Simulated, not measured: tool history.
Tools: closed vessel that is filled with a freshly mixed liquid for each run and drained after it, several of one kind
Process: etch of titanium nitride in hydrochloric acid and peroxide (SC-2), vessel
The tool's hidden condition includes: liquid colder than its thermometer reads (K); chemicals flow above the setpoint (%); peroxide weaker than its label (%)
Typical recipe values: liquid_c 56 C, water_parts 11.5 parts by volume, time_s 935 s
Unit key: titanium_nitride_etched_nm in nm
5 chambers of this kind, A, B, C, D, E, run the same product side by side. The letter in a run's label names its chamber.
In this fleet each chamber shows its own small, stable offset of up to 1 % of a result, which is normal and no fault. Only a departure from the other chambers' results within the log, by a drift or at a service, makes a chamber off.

| run | day | liquid_c | water_parts | time_s | hours since the thermometer was replaced | hours since the chemicals flow meter was replaced | hours since the drum of peroxide was connected | read-back film thickness of the titanium nitride reference wafer, read on the same gauge (nm) | titanium_nitride_etched_nm |
|---|---|---|---|---|---|---|---|---|---|
| 1D | 0.267 | 56 | 11.5 | 935 | 652.6 | 765.8 | 411.5 | 59.975 | 26.632 |
| 2A | 0.458 | 56 | 11.5 | 935 | 1719 | 74.8 | 894.6 | 60.003 | 26.501 |
| 3C | 0.692 | 56 | 11.5 | 935 | 155.2 | 589.8 | 394.9 | 59.993 | 26.427 |
|  | 0.817 | chamber A: new drum of peroxide connected |
| 4B | 0.938 | 56 | 11.5 | 935 | 589.6 | 1876.9 | 117.4 | 59.991 | 26.219 |
|  | 1.025 | chamber D: thermometer replaced |
| 5E | 1.162 | 56 | 11.5 | 1290 | 1073.1 | 321.3 | 97.5 | 60.025 | 36.771 |
| 6B | 1.425 | 56 | 11.5 | 1290 | 601.3 | 1888.6 | 129.1 | 60.001 | 37.004 |
| 7C | 1.625 | 56 | 11.5 | 1290 | 177.6 | 612.2 | 417.3 | 59.992 | 36.852 |
| 8E | 1.838 | 56 | 11.5 | 1290 | 1089.3 | 337.5 | 113.7 | 59.988 | 37.25 |
| 9A | 1.983 | 56 | 11.5 | 1290 | 1755.6 | 111.4 | 28 | 59.989 | 36.571 |
| 10D | 2.217 | 56 | 11.5 | 935 | 28.6 | 812.6 | 458.3 | 59.968 | 26.989 |
| 11E | 2.483 | 56 | 11.5 | 935 | 1104.8 | 353 | 129.2 | 60.006 | 26.74 |
| 12C | 2.675 | 56 | 7.5 | 550 | 202.8 | 637.4 | 442.5 | 59.985 | 22.327 |
| 13B | 2.917 | 56 | 7.5 | 550 | 637.1 | 1924.4 | 164.9 | 60.015 | 21.855 |
| 14A | 3.079 | 56 | 7.5 | 550 | 1781.9 | 137.7 | 54.3 | 59.972 | 22.5 |
| 15D | 3.242 | 56 | 7.5 | 550 | 53.2 | 837.2 | 482.9 | 60.018 | 22.277 |
| 16B | 3.462 | 56 | 7.5 | 550 | 650.2 | 1937.5 | 178 | 60.005 | 21.849 |
| 17C | 3.721 | 56 | 11.5 | 935 | 227.9 | 662.5 | 467.6 | 59.985 | 26.521 |
| 18E | 3.929 | 56 | 11.5 | 935 | 1139.5 | 387.7 | 163.9 | 60.006 | 26.729 |
| 19D | 4.158 | 56 | 11.5 | 935 | 75.2 | 859.2 | 504.9 | 60.048 | 26.577 |
| 20A | 4.375 | 56 | 11.5 | 935 | 1813 | 168.8 | 85.4 | 59.998 | 26.724 |
| 21C | 4.646 | 56 | 11.5 | 935 | 250.1 | 684.7 | 489.8 | 59.98 | 26.598 |
| 22D | 4.925 | 56 | 11.5 | 935 | 93.6 | 877.6 | 523.3 | 60.028 | 26.625 |
| 23B | 5.075 | 56 | 11.5 | 935 | 688.9 | 1976.2 | 216.7 | 59.978 | 26.487 |
| 24E | 5.358 | 56 | 11.5 | 935 | 1173.8 | 422 | 198.2 | 59.994 | 26.963 |
| 25A | 5.5 | 56 | 11.5 | 935 | 1840 | 195.8 | 112.4 | 59.994 | 26.702 |
|  | 5.683 | chamber A: thermometer replaced |
| 26D | 5.754 | 56 | 11.5 | 935 | 113.5 | 897.5 | 543.2 | 59.993 | 26.278 |
| 27C | 6.033 | 65 | 11.5 | 935 | 283.4 | 718 | 523.1 | 59.969 | 46.865 |
| 28B | 6.25 | 65 | 11.5 | 935 | 717.1 | 2004.4 | 244.9 | 60.008 | 45.957 |
| 29E | 6.458 | 65 | 11.5 | 935 | 1200.2 | 448.4 | 224.6 | 60.019 | 47.549 |
| 30A | 6.729 | 65 | 11.5 | 935 | 25.2 | 225.3 | 141.9 | 59.982 | 46.84 |

Read the log: is a single chamber off, either drifting away or since a service, is the gauge that measures every chamber drifting, or is nothing wrong beyond small per-chamber offsets? Name any odd chamber and what most likely caused it.

The fleet is healthy, with each chamber sitting at its usual small offset and no drift in the gauge.
